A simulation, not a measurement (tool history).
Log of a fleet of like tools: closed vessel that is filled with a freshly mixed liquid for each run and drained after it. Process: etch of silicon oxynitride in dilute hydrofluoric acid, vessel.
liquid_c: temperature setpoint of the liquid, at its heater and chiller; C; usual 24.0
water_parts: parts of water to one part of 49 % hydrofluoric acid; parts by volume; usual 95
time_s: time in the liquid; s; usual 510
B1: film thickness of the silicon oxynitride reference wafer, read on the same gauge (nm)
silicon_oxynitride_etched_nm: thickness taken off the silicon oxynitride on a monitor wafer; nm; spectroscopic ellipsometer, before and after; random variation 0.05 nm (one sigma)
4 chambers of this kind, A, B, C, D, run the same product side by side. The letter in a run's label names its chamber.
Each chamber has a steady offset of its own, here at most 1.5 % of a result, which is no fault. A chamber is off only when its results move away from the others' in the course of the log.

run 1D hour=6.0 | liquid_c=24.0 water_parts=95 time_s=510 | B1=89.997 | silicon_oxynitride_etched_nm=7.9814
run 2C hour=11.4 | liquid_c=24.0 water_parts=95 time_s=510 | B1=90.008 | silicon_oxynitride_etched_nm=7.9476
run 3B hour=17.9 | liquid_c=24.0 water_parts=95 time_s=510 | B1=90.017 | silicon_oxynitride_etched_nm=7.9679
run 4A hour=25.8 | liquid_c=24.0 water_parts=95 time_s=510 | B1=89.982 | silicon_oxynitride_etched_nm=7.9334
run 5A hour=29.2 | liquid_c=24.0 water_parts=95 time_s=510 | B1=90.002 | silicon_oxynitride_etched_nm=7.8447
run 6C hour=34.0 | liquid_c=24.0 water_parts=95 time_s=510 | B1=89.990 | silicon_oxynitride_etched_nm=7.9690
run 7D hour=39.3 | liquid_c=24.0 water_parts=95 time_s=510 | B1=90.000 | silicon_oxynitride_etched_nm=7.8956
run 8B hour=44.1 | liquid_c=24.0 water_parts=95 time_s=510 | B1=89.998 | silicon_oxynitride_etched_nm=8.0513
run 9C hour=48.0 | liquid_c=24.0 water_parts=95 time_s=510 | B1=90.011 | silicon_oxynitride_etched_nm=8.0005
run 10B hour=55.0 | liquid_c=24.0 water_parts=95 time_s=510 | B1=89.975 | silicon_oxynitride_etched_nm=8.0825
run 11D hour=62.1 | liquid_c=24.0 water_parts=95 time_s=510 | B1=90.005 | silicon_oxynitride_etched_nm=7.9983
run 12A hour=68.0 | liquid_c=24.0 water_parts=95 time_s=510 | B1=89.989 | silicon_oxynitride_etched_nm=7.9327
run 13A hour=73.3 | liquid_c=24.0 water_parts=95 time_s=510 | B1=90.001 | silicon_oxynitride_etched_nm=7.8095
run 14B hour=77.8 | liquid_c=24.0 water_parts=95 time_s=510 | B1=90.025 | silicon_oxynitride_etched_nm=8.0826
run 15C hour=82.6 | liquid_c=24.0 water_parts=95 time_s=510 | B1=89.990 | silicon_oxynitride_etched_nm=8.0488
run 16D hour=89.9 | liquid_c=24.0 water_parts=95 time_s=510 | B1=90.013 | silicon_oxynitride_etched_nm=7.9766
run 17A hour=97.1 | liquid_c=24.0 water_parts=95 time_s=510 | B1=90.001 | silicon_oxynitride_etched_nm=7.7408
run 18B hour=101.9 | liquid_c=24.0 water_parts=95 time_s=510 | B1=90.015 | silicon_oxynitride_etched_nm=8.0489
run 19C hour=105.9 | liquid_c=24.0 water_parts=95 time_s=510 | B1=90.014 | silicon_oxynitride_etched_nm=8.0059
-- hour=107.9 chamber B: thermometer replaced
run 20D hour=113.6 | liquid_c=24.0 water_parts=75 time_s=510 | B1=89.998 | silicon_oxynitride_etched_nm=10.3500
run 21B hour=117.3 | liquid_c=24.0 water_parts=75 time_s=510 | B1=89.984 | silicon_oxynitride_etched_nm=10.3690
run 22A hour=122.2 | liquid_c=24.0 water_parts=75 time_s=510 | B1=89.989 | silicon_oxynitride_etched_nm=9.7929
run 23D hour=129.4 | liquid_c=24.0 water_parts=75 time_s=510 | B1=89.985 | silicon_oxynitride_etched_nm=10.2890
run 24C hour=134.8 | liquid_c=20.5 water_parts=95 time_s=655 | B1=89.986 | silicon_oxynitride_etched_nm=8.7050
run 25D hour=139.5 | liquid_c=20.5 water_parts=95 time_s=655 | B1=90.001 | silicon_oxynitride_etched_nm=8.6609
run 26B hour=145.6 | liquid_c=20.5 water_parts=95 time_s=655 | B1=89.973 | silicon_oxynitride_etched_nm=8.7676
run 27A hour=149.5 | liquid_c=20.5 water_parts=95 time_s=655 | B1=90.001 | silicon_oxynitride_etched_nm=8.0764
run 28C hour=154.5 | liquid_c=24.0 water_parts=55 time_s=240 | B1=89.991 | silicon_oxynitride_etched_nm=6.7528
run 29B hour=160.1 | liquid_c=24.0 water_parts=55 time_s=240 | B1=90.009 | silicon_oxynitride_etched_nm=6.6583
run 30D hour=164.1 | liquid_c=24.0 water_parts=55 time_s=240 | B1=89.984 | silicon_oxynitride_etched_nm=6.7945
run 31A hour=170.0 | liquid_c=24.0 water_parts=55 time_s=240 | B1=90.000 | silicon_oxynitride_etched_nm=6.2721
run 32C hour=173.9 | liquid_c=24.0 water_parts=95 time_s=510 | B1=89.988 | silicon_oxynitride_etched_nm=7.8864
run 33B hour=178.1 | liquid_c=24.0 water_parts=95 time_s=510 | B1=89.992 | silicon_oxynitride_etched_nm=8.0804
run 34D hour=185.1 | liquid_c=24.0 water_parts=95 time_s=510 | B1=90.007 | silicon_oxynitride_etched_nm=7.9575

What goes on in this fleet: one chamber off, a drifting gauge, or nothing beyond the chambers' own small offsets? Name the chamber and the cause, if any.

Chamber A drifts away from the others.
Cause: hydrofluoric acid flow below the setpoint (%) = 8.05.
The log may not tell that from: liquid colder than its thermometer reads (K).

Here are 4 candidates for chamber A's next run, each the usual settings with a change, their results left as question marks. Which one brings its results back in line with what the others give on the usual settings?
In line means no further than this from the other chambers' mean on the usual settings: silicon_oxynitride_etched_nm 0.1700 nm
run 35A-1 hour=190.8 | liquid_c=24.0 water_parts=100 time_s=485 | silicon_oxynitride_etched_nm=?
run 35A-2 hour=190.8 | liquid_c=26.0 water_parts=95 time_s=510 | silicon_oxynitride_etched_nm=?
run 35A-3 hour=190.8 | liquid_c=27.5 water_parts=95 time_s=510 | silicon_oxynitride_etched_nm=?
run 35A-4 hour=190.8 | liquid_c=24.0 water_parts=95 time_s=435 | silicon_oxynitride_etched_nm=?

The other chambers' mean on the usual settings: silicon_oxynitride_etched_nm 7.9825 nm
run=35A-1 silicon_oxynitride_etched_nm=6.4854
run=35A-2 silicon_oxynitride_etched_nm=7.9350
run=35A-3 silicon_oxynitride_etched_nm=8.5096
run=35A-4 silicon_oxynitride_etched_nm=6.1558
35A-2 brings the chamber back in line.
